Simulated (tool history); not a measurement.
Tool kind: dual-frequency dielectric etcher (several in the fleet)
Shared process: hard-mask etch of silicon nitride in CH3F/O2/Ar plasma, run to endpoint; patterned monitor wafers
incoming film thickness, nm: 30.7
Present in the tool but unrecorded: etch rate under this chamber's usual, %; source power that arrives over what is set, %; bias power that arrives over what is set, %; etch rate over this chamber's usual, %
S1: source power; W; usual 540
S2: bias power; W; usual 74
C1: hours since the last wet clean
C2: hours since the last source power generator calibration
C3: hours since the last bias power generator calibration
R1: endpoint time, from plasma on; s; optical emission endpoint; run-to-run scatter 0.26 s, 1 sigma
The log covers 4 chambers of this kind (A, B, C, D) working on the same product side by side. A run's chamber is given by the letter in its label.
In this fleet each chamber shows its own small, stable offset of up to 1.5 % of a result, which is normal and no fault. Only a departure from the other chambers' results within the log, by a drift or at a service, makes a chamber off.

run	hour	S1	S2	C1	C2	C3	R1
1B	10.6	540	74	97.8	1507.9	1129.0	38.845
2A	21.6	540	74	308.3	3333.5	1984.2	39.639
3D	29.9	540	74	74.9	1753.9	1396.3	39.496
4C	41.2	540	74	420.0	2929.5	966.2	38.935
5A	48.6	540	74	335.3	3360.5	2011.2	39.878
6B	58.1	540	74	145.3	1555.4	1176.5	39.243
7C	66.8	540	66	445.6	2955.1	991.8	40.596
8D	78.3	540	66	123.3	1802.3	1444.7	40.620
9D	86.9	540	66	131.9	1810.9	1453.3	40.792
10C	94.1	540	66	472.9	2982.4	1019.1	40.149
11B	104.8	540	74	192.0	1602.1	1223.2	39.798
12A	116.0	540	74	402.7	3427.9	2078.6	39.958
# hour 116.5: chamber C: source power generator calibrated
13B	126.1	540	74	213.3	1623.4	1244.5	38.473
14C	131.6	540	74	510.4	15.1	1056.6	39.182
15D	137.6	670	74	182.6	1861.6	1504.0	36.279
16A	146.6	670	74	433.3	3458.5	2109.2	36.558
17A	154.5	670	74	441.2	3466.4	2117.1	37.059
# hour 163.7: chamber C: wet clean of the chamber
18C	165.8	670	74	2.2	49.3	1090.8	36.080
19B	176.0	540	74	263.2	1673.3	1294.4	39.190
# hour 181.3: chamber A: wet clean of the chamber
20D	184.9	540	74	229.9	1908.9	1551.3	39.149
21A	190.0	650	87	8.8	3501.9	2152.6	34.970
22B	195.1	650	87	282.3	1692.4	1313.5	33.705
23C	202.9	650	87	39.3	86.4	1127.9	34.676
24D	211.3	650	87	256.3	1935.3	1577.7	34.798
25A	216.4	540	74	35.2	3528.3	2179.0	39.385
26C	222.8	540	74	59.2	106.3	1147.8	38.735
27D	231.8	540	74	276.8	1955.8	1598.2	38.810
28B	237.8	540	74	325.0	1735.1	1356.2	38.025
29D	244.6	420	88	289.6	1968.6	1611.0	40.477
30A	252.5	420	88	71.3	3564.4	2215.1	41.107
31C	260.0	420	88	96.4	143.5	1185.0	40.347
32B	269.6	420	88	356.8	1766.9	1388.0	39.680
33C	275.2	540	74	111.6	158.7	1200.2	39.083
34D	282.6	540	74	327.6	2006.6	1649.0	39.294
35B	289.6	540	74	376.8	1786.9	1408.0	37.008
36A	301.0	540	68	119.8	3612.9	2263.6	40.567
37A	306.4	540	68	125.2	3618.3	2269.0	40.628
38B	315.0	540	68	402.2	1812.3	1433.4	38.542

All chambers now run identical settings, listed one chamber a line with results as question marks. What results will each chamber show?
39A	323.2	540	65				?
39B	323.2	540	65				?
39C	323.2	540	65				?
39D	323.2	540	65				?

run	R1
39A	41.793
39B	38.802
39C	40.202
39D	40.816

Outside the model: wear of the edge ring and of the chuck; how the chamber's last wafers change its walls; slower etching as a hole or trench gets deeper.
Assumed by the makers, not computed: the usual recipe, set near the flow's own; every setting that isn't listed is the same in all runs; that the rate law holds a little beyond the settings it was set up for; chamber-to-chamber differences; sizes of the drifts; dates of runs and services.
